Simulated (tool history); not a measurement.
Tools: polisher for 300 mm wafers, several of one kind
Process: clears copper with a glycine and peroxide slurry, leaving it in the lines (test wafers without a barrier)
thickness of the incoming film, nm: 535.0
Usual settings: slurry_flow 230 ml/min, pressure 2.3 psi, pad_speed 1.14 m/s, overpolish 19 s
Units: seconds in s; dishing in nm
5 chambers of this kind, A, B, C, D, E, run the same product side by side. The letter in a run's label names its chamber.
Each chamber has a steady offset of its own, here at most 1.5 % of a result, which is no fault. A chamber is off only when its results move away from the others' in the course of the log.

run   hour  slurry_flow  pressure  pad_speed  overpolish  seconds  dishing
 1B    3.5          230       2.3       1.14          19  115.700   47.336
 2D   10.1          230       2.3       1.14          19  122.720   45.390
      12.4  -- chamber A: slurry nozzle cleaned
 3E   15.2          230       2.3       1.14          19  115.280   47.208
 4A   21.9          230       2.3       1.14          19  119.840   46.812
      23.7  -- chamber D: worn pad replaced by a new one
      25.4  -- chamber E: worn pad replaced by a new one
 5C   27.1          230       2.3       1.14          19  116.240   44.233
 6B   31.7          230       2.3       1.14          19  115.200   46.234
 7A   39.3          230       2.3       1.14          19  115.590   46.520
 8D   43.9          230       2.3       1.14          19  116.090   46.055
 9E   51.0          230       2.3       1.14          19  115.270   45.048
      54.1  -- chamber A: worn pad replaced by a new one
10C   54.8          230       2.3       1.14          19  121.550   45.048
      59.7  -- chamber B: worn pad replaced by a new one
11D   62.3          230       2.3       1.14          19  120.460   45.921
12A   69.8          230       2.3       1.14          19  120.280   46.533
13B   75.1          230       2.3       1.14          19  116.430   46.634
14C   79.0          230       2.9       1.14          19   99.871   51.439
15E   86.1          230       2.9       1.14          19   95.395   52.792
16A   93.1          230       2.9       1.14          19   99.344   52.365
17B   98.0          230       2.9       1.14          19   95.693   53.333
18D  103.4          230       2.9       1.14          19  103.020   52.276
     106.9  -- chamber B: head pressure recalibrated
19E  107.7          230       2.3       1.14          19  118.020   48.864
     111.1  -- chamber A: worn pad replaced by a new one
20C  111.3          230       2.3       1.14          19  120.280   45.715
21C  116.7          230       2.3       1.14          19  123.730   46.170
22A  120.3          230       2.3       1.14          19  113.610   47.784
23E  126.7          230       2.3       1.14          19  117.220   46.714
     128.5  -- chamber C: worn pad replaced by a new one
     130.5  -- chamber D: worn pad replaced by a new one
24B  132.6          230       2.8       1.14          19  102.840   53.172
25D  136.1          230       2.8       1.14          19  104.910   50.181
26B  142.6          230       2.8       1.14          19   98.605   53.492
     145.5  -- chamber E: worn pad replaced by a new one
27D  149.9          230       2.8       1.14          19  102.170   51.197
28C  154.5          230       2.8       1.14          19  106.000   51.057
29E  158.3          230       2.3       1.14          19  115.110   45.954
30A  163.6          230       2.3       1.14          19  120.680   46.361
31E  167.5          230       2.3       1.14          19  117.420   45.987
     168.1  -- chamber A: worn pad replaced by a new one
     168.7  -- chamber C: slurry nozzle cleaned
32D  173.1          230       2.3       1.14          19  120.250   46.186
33A  177.6          230       2.3       1.14          19  118.380   45.861
34C  181.9          230       2.3       1.14          19  120.080   46.070
35B  185.4          230       2.3       1.14          19  114.600   46.861
36A  188.8          230       2.8       0.80          19  133.300   44.451
37E  192.4          230       2.8       0.80          19  139.680   43.941
38B  199.9          230       2.8       0.80          19  134.790   45.588
     206.2  -- chamber D: slurry nozzle cleaned
39C  206.9          230       2.8       0.80          19  133.170   42.535
40D  214.5          230       2.8       0.80          19  138.390   45.039

Next, every chamber runs the same settings. What will each give?
41A  220.2          230       2.3       1.14          19        ?        ?
41B  220.2          230       2.3       1.14          19        ?        ?
41C  220.2          230       2.3       1.14          19        ?        ?
41D  220.2          230       2.3       1.14          19        ?        ?
41E  220.2          230       2.3       1.14          19        ?        ?

run  seconds  dishing
41A  118.550   46.438
41B  114.450   45.610
41C  116.430   46.029
41D  115.530   47.502
41E  118.930   45.340
